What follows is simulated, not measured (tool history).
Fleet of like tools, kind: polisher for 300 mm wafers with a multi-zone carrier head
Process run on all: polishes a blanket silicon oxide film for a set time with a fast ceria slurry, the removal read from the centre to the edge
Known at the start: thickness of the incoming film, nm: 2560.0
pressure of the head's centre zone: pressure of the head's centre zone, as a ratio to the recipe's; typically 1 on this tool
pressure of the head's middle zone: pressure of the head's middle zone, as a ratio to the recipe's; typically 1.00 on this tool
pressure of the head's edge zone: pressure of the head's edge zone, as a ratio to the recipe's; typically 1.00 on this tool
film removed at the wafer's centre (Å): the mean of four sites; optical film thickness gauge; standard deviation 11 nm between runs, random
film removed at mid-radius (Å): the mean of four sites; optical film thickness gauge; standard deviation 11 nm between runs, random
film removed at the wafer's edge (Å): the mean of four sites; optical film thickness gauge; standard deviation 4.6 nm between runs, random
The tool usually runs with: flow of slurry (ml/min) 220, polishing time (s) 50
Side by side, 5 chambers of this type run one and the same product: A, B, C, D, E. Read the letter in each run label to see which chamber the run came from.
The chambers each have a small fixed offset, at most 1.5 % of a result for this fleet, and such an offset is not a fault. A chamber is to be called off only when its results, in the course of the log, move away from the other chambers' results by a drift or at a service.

| run | hour | flow of slurry (ml/min) | pressure of the head's centre zone | pressure of the head's middle zone | pressure of the head's edge zone | polishing time (s) | wafers polished on this pad | hours since the slurry nozzle was cleaned | hours since the centre zone pressure was calibrated | hours since the edge zone pressure was calibrated | film removed at the wafer's centre (Å) | film removed at mid-radius (Å) | film removed at the wafer's edge (Å) |
|---|---|---|---|---|---|---|---|---|---|---|---|---|---|
|  | 2.2 | chamber E: worn pad replaced by a new one |
| 1A | 8.0 | 220 | 1 | 1.00 | 1.00 | 50 | 314 | 224.9 | 724.1 | 368.0 | 7141.7 | 7190.9 | 7178.1 |
|  | 11.3 | chamber C: worn pad replaced by a new one |
|  | 14.9 | chamber A: slurry nozzle cleaned |
| 2E | 17.3 | 220 | 1 | 1.00 | 1.00 | 50 | 146 | 683.6 | 36.7 | 314.4 | 7236.8 | 7278.6 | 7157.3 |
| 3C | 28.9 | 220 | 1 | 1.00 | 1.00 | 50 | 170 | 126.8 | 780.3 | 363.0 | 7131.8 | 7208.7 | 7176.3 |
|  | 30.0 | chamber A: worn pad replaced by a new one |
|  | 30.8 | chamber B: worn pad replaced by a new one |
| 4D | 39.8 | 220 | 1 | 1.00 | 1.00 | 50 | 917 | 189.9 | 358.0 | 110.3 | 7310.2 | 7088.5 | 7151.1 |
| 5B | 51.3 | 220 | 1 | 1.00 | 1.00 | 50 | 198 | 300.0 | 179.3 | 498.7 | 7089.1 | 7024.7 | 7209.7 |
| 6A | 62.9 | 220 | 1 | 1.00 | 1.00 | 50 | 318 | 48.0 | 779.0 | 422.9 | 7159.8 | 7224.5 | 7103.3 |
|  | 64.0 | chamber D: worn pad replaced by a new one |
|  | 69.1 | chamber E: worn pad replaced by a new one |
| 7C | 71.3 | 220 | 1 | 1.00 | 1.00 | 50 | 579 | 169.2 | 822.7 | 405.4 | 7165.7 | 7134.8 | 7167.1 |
|  | 75.2 | chamber D: slurry nozzle cleaned |
| 8E | 80.1 | 220 | 1 | 1.00 | 1.00 | 50 | 106 | 746.4 | 99.5 | 377.2 | 7278.5 | 7160.8 | 7172.6 |
|  | 82.3 | chamber C: centre zone pressure recalibrated |
|  | 84.9 | chamber A: worn pad replaced by a new one |
|  | 87.9 | chamber B: worn pad replaced by a new one |
| 9B | 87.9 | 220 | 1 | 1.00 | 1.00 | 50 | 0 | 336.6 | 215.9 | 535.3 | 6954.0 | 7319.6 | 7072.8 |
| 10D | 98.7 | 220 | 1 | 0.92 | 1.00 | 67 | 335 | 23.6 | 416.9 | 169.2 | 9898.5 | 8881.2 | 9608.5 |
| 11D | 110.4 | 220 | 1 | 0.92 | 1.00 | 67 | 448 | 35.3 | 428.6 | 180.9 | 9640.6 | 9025.7 | 9738.4 |
|  | 117.0 | chamber E: slurry nozzle cleaned |
| 12E | 120.1 | 220 | 1 | 0.92 | 1.00 | 67 | 493 | 3.2 | 139.5 | 417.2 | 9641.1 | 9044.8 | 9591.1 |
|  | 128.3 | chamber C: worn pad replaced by a new one |
| 13B | 128.3 | 220 | 1 | 0.92 | 1.00 | 67 | 390 | 377.0 | 256.3 | 575.7 | 9499.4 | 8791.0 | 9449.7 |
|  | 137.0 | chamber E: worn pad replaced by a new one |
| 14A | 140.3 | 220 | 1 | 0.92 | 1.00 | 67 | 535 | 125.4 | 856.4 | 500.3 | 9491.7 | 8946.5 | 9557.2 |
| 15C | 150.8 | 220 | 1 | 1.00 | 1.00 | 50 | 217 | 248.7 | 68.5 | 484.9 | 7113.8 | 7205.0 | 7179.0 |
|  | 153.2 | chamber B: worn pad replaced by a new one |
|  | 155.1 | chamber A: worn pad replaced by a new one |
| 16C | 157.5 | 220 | 1 | 1.00 | 1.00 | 50 | 282 | 255.4 | 75.2 | 491.6 | 6985.9 | 7185.1 | 7264.7 |
|  | 163.5 | chamber D: worn pad replaced by a new one |
|  | 165.9 | chamber B: edge zone pressure recalibrated |
| 17D | 167.5 | 220 | 1 | 1.00 | 1.00 | 50 | 38 | 92.4 | 485.7 | 238.0 | 7299.5 | 7289.5 | 7166.7 |
| 18A | 173.2 | 220 | 1 | 1.00 | 0.93 | 50 | 175 | 158.3 | 889.3 | 533.2 | 7277.2 | 7250.0 | 6859.9 |
| 19B | 179.4 | 220 | 1 | 1.00 | 0.93 | 50 | 253 | 428.1 | 307.4 | 13.5 | 6933.5 | 6900.1 | 6788.8 |
| 20E | 190.7 | 220 | 1 | 1.00 | 0.93 | 50 | 518 | 73.8 | 210.1 | 487.8 | 7111.9 | 7309.2 | 6848.6 |
| 21D | 197.8 | 220 | 1 | 1.00 | 0.93 | 50 | 331 | 122.7 | 516.0 | 268.3 | 7198.6 | 7063.7 | 7005.3 |
|  | 203.3 | chamber A: edge zone pressure recalibrated |
|  | 206.8 | chamber D: centre zone pressure recalibrated |
| 22E | 206.8 | 220 | 1 | 1.00 | 0.93 | 50 | 673 | 89.9 | 226.2 | 503.9 | 7325.9 | 7236.6 | 6859.3 |
| 23B | 217.2 | 220 | 1 | 1.00 | 1.00 | 50 | 618 | 465.9 | 345.2 | 51.3 | 6749.0 | 6904.9 | 6986.9 |
|  | 217.6 | chamber E: worn pad replaced by a new one |
|  | 217.8 | chamber A: worn pad replaced by a new one |
|  | 217.8 | chamber B: worn pad replaced by a new one |
|  | 218.2 | chamber C: worn pad replaced by a new one |
| 24A | 226.0 | 220 | 1 | 1.00 | 1.00 | 50 | 79 | 211.1 | 942.1 | 22.7 | 7166.2 | 7319.9 | 7126.1 |
| 25C | 233.1 | 220 | 1 | 1.00 | 1.00 | 50 | 144 | 331.0 | 150.8 | 567.2 | 7172.6 | 7398.6 | 7226.0 |
| 26A | 243.6 | 220 | 1 | 1.00 | 1.00 | 50 | 249 | 228.7 | 959.7 | 40.3 | 7158.1 | 6970.6 | 7187.1 |
|  | 249.1 | chamber A: slurry nozzle cleaned |
| 27C | 253.5 | 220 | 1 | 1.00 | 1.00 | 50 | 341 | 351.4 | 171.2 | 587.6 | 7244.7 | 7157.5 | 7132.4 |
| 28D | 261.5 | 220 | 1 | 1.00 | 1.00 | 50 | 945 | 186.4 | 54.7 | 332.0 | 7124.8 | 7086.2 | 7203.6 |
| 29B | 270.3 | 220 | 1 | 1.00 | 1.00 | 50 | 507 | 519.0 | 398.3 | 104.4 | 6571.0 | 6727.0 | 6816.5 |
|  | 273.8 | chamber B: worn pad replaced by a new one |
|  | 277.3 | chamber A: worn pad replaced by a new one |
|  | 279.1 | chamber A: centre zone pressure recalibrated |
|  | 279.2 | chamber D: slurry nozzle cleaned |
|  | 279.4 | chamber D: worn pad replaced by a new one |
| 30E | 280.9 | 220 | 1 | 1.08 | 1.00 | 50 | 611 | 164.0 | 300.3 | 578.0 | 7166.0 | 7661.8 | 7019.1 |
| 31D | 288.6 | 220 | 1 | 1.08 | 1.00 | 50 | 89 | 9.5 | 81.8 | 359.1 | 7152.5 | 7569.0 | 7283.1 |
| 32A | 296.6 | 220 | 1 | 1.08 | 1.00 | 50 | 187 | 47.6 | 17.5 | 93.3 | 7345.9 | 7720.4 | 7186.1 |
| 33B | 302.3 | 220 | 1 | 1.08 | 1.00 | 50 | 275 | 551.0 | 430.3 | 136.4 | 6670.6 | 7028.6 | 6758.8 |

Is one chamber out of step, is the gauge drifting, or do the chambers differ by no more than their own small offsets? For an off chamber, give its letter and the likeliest cause.

Little by little, chamber B moves away from the other chambers.
Cause: slurry flow missing at the pad, % = 39.3.

Here are 4 candidates for chamber B's next run, each the usual settings with a change, their results left as question marks. Which one brings its results back in line with what the others give on the usual settings?
To be in line, a result may differ from the other chambers' mean on the usual settings by at most: film removed at the wafer's centre (Å) 370.0; film removed at mid-radius (Å) 370.0; film removed at the wafer's edge (Å) 160.0
| 34B-1 | 311.0 | 205 | 0.95 | 0.96 | 1.04 | 45 |  |  |  |  | ? | ? | ? |
| 34B-2 | 311.0 | 235 | 1.05 | 1.04 | 0.96 | 56 |  |  |  |  | ? | ? | ? |
| 34B-3 | 311.0 | 230 | 1.03 | 1.02 | 0.98 | 53 |  |  |  |  | ? | ? | ? |
| 34B-4 | 311.0 | 210 | 0.97 | 0.98 | 1.02 | 47 |  |  |  |  | ? | ? | ? |

The other chambers' mean on the usual settings: film removed at the wafer's centre (Å) 7165.5; film removed at mid-radius (Å) 7157.8; film removed at the wafer's edge (Å) 7146.4
| run | film removed at the wafer's centre (Å) | film removed at mid-radius (Å) | film removed at the wafer's edge (Å) |
|---|---|---|---|
| 34B-1 | 5453.4 | 5622.9 | 6133.9 |
| 34B-2 | 7834.4 | 7757.9 | 7469.7 |
| 34B-3 | 7223.9 | 7180.2 | 7124.1 |
| 34B-4 | 5865.0 | 6018.2 | 6364.3 |
34B-3 brings the chamber back in line.
